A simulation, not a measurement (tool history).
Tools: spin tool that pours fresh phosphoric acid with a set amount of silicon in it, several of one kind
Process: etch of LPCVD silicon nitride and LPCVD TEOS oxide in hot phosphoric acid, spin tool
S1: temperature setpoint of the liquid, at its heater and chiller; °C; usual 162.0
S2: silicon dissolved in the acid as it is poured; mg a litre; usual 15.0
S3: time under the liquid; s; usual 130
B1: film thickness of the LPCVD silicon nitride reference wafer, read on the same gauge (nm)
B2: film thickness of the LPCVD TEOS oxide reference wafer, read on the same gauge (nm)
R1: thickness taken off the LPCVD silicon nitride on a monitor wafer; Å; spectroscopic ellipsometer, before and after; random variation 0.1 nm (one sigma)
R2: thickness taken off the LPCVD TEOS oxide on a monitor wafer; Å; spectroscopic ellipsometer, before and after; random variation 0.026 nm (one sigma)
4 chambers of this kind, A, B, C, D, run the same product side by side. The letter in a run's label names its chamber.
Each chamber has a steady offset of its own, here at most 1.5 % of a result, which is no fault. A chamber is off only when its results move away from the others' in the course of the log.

run 1D hour=4.4 | S1=162.0 S2=15.0 S3=130 | B1=49.989 B2=39.987 | R1=122.27 R2=3.9200
run 2C hour=9.0 | S1=162.0 S2=15.0 S3=130 | B1=49.989 B2=39.990 | R1=121.15 R2=4.0883
run 3A hour=12.7 | S1=162.0 S2=15.0 S3=130 | B1=49.994 B2=40.011 | R1=121.21 R2=4.6380
run 4B hour=16.9 | S1=162.0 S2=15.0 S3=130 | B1=50.000 B2=39.985 | R1=120.05 R2=4.7679
run 5B hour=20.2 | S1=162.0 S2=15.0 S3=130 | B1=49.998 B2=40.000 | R1=119.69 R2=4.4956
run 6A hour=24.0 | S1=162.0 S2=15.0 S3=130 | B1=49.999 B2=39.998 | R1=121.26 R2=4.5636
run 7D hour=29.8 | S1=162.0 S2=15.0 S3=130 | B1=50.003 B2=39.970 | R1=122.70 R2=4.6513
run 8C hour=36.9 | S1=162.0 S2=15.0 S3=130 | B1=50.000 B2=39.999 | R1=122.45 R2=4.1038
run 9C hour=43.7 | S1=162.0 S2=15.0 S3=130 | B1=50.019 B2=39.993 | R1=120.62 R2=4.2465
run 10A hour=48.5 | S1=162.0 S2=15.0 S3=130 | B1=50.019 B2=39.988 | R1=122.66 R2=4.7339
run 11D hour=54.2 | S1=162.0 S2=15.0 S3=130 | B1=49.996 B2=40.022 | R1=122.42 R2=4.8947
run 12B hour=59.3 | S1=162.0 S2=6.5 S3=175 | B1=49.987 B2=40.010 | R1=160.44 R2=6.9286
run 13B hour=63.3 | S1=162.0 S2=6.5 S3=175 | B1=49.992 B2=40.008 | R1=162.28 R2=6.9931
run 14D hour=67.8 | S1=162.0 S2=6.5 S3=175 | B1=49.994 B2=39.999 | R1=162.76 R2=7.5998
run 15C hour=74.0 | S1=162.0 S2=6.5 S3=175 | B1=49.995 B2=40.021 | R1=167.72 R2=7.5071
run 16A hour=78.0 | S1=162.0 S2=15.0 S3=130 | B1=50.025 B2=40.024 | R1=120.85 R2=4.0768
run 17A hour=81.5 | S1=160.0 S2=15.0 S3=130 | B1=50.010 B2=39.984 | R1=114.74 R2=4.0904
run 18B hour=87.3 | S1=160.0 S2=15.0 S3=130 | B1=50.009 B2=40.015 | R1=112.60 R2=3.5487
run 19D hour=91.4 | S1=160.0 S2=15.0 S3=130 | B1=50.005 B2=39.979 | R1=114.08 R2=4.0047
run 20C hour=98.4 | S1=160.0 S2=15.0 S3=130 | B1=49.992 B2=39.973 | R1=115.15 R2=3.8827
run 21C hour=104.4 | S1=162.0 S2=15.0 S3=130 | B1=49.996 B2=40.014 | R1=123.60 R2=4.4771
run 22A hour=109.7 | S1=162.0 S2=15.0 S3=130 | B1=50.000 B2=39.981 | R1=118.93 R2=4.0803
run 23B hour=115.5 | S1=162.0 S2=15.0 S3=130 | B1=50.006 B2=39.990 | R1=120.95 R2=4.4153
run 24D hour=121.9 | S1=162.0 S2=15.0 S3=130 | B1=50.001 B2=40.004 | R1=123.90 R2=4.5730
run 25A hour=125.8 | S1=162.0 S2=15.0 S3=130 | B1=50.022 B2=40.012 | R1=120.88 R2=4.8905
run 26C hour=133.2 | S1=162.0 S2=15.0 S3=130 | B1=50.018 B2=39.982 | R1=123.08 R2=4.9773
run 27D hour=140.6 | S1=162.0 S2=15.0 S3=130 | B1=49.992 B2=39.977 | R1=124.04 R2=4.5444
run 28B hour=145.9 | S1=162.0 S2=15.0 S3=130 | B1=49.989 B2=39.998 | R1=121.04 R2=4.6537
run 29D hour=151.1 | S1=162.0 S2=15.0 S3=130 | B1=49.983 B2=39.985 | R1=121.62 R2=4.4330
run 30A hour=157.9 | S1=162.0 S2=15.0 S3=130 | B1=50.005 B2=40.018 | R1=116.90 R2=3.8833
run 31C hour=164.3 | S1=162.0 S2=15.0 S3=155 | B1=49.993 B2=40.016 | R1=146.78 R2=5.4087
run 32B hour=169.6 | S1=162.0 S2=15.0 S3=155 | B1=49.996 B2=39.996 | R1=142.70 R2=5.0125
run 33B hour=175.6 | S1=162.0 S2=15.0 S3=155 | B1=50.002 B2=40.015 | R1=143.96 R2=5.5855
run 34A hour=181.7 | S1=162.0 S2=15.0 S3=155 | B1=50.002 B2=39.979 | R1=141.31 R2=5.4436
run 35C hour=189.1 | S1=162.0 S2=15.0 S3=130 | B1=50.007 B2=39.987 | R1=121.81 R2=4.6077

Is one chamber off against the others, does the gauge drift, or is nothing wrong? If a chamber is off, say which, and what the likeliest cause is.

Chamber A drifts away from the others.
Cause: temperature lost on the way to the wafer (K) = 1.52.
The log may not tell that from: liquid colder than its thermometer reads (K).

Here are 4 candidates for chamber A's next run, each the usual settings with a change, their results left as question marks. Which one brings its results back in line with what the others give on the usual settings?
In line means no further than this from the other chambers' mean on the usual settings: R1 3.50 Å; R2 0.9200 Å
run 36A-1 hour=194.4 | S1=162.0 S2=12.5 S3=135 | R1=? R2=?
run 36A-2 hour=194.4 | S1=162.5 S2=10.0 S3=140 | R1=? R2=?
run 36A-3 hour=194.4 | S1=162.0 S2=17.5 S3=125 | R1=? R2=?
run 36A-4 hour=194.4 | S1=161.5 S2=20.0 S3=120 | R1=? R2=?

The other chambers' mean on the usual settings: R1 121.87 Å; R2 4.5591 Å
run=36A-1 R1=121.60 R2=4.5201
run=36A-2 R1=128.19 R2=5.1576
run=36A-3 R1=112.60 R2=3.6929
run=36A-4 R1=106.29 R2=3.1795
36A-1 brings the chamber back in line.
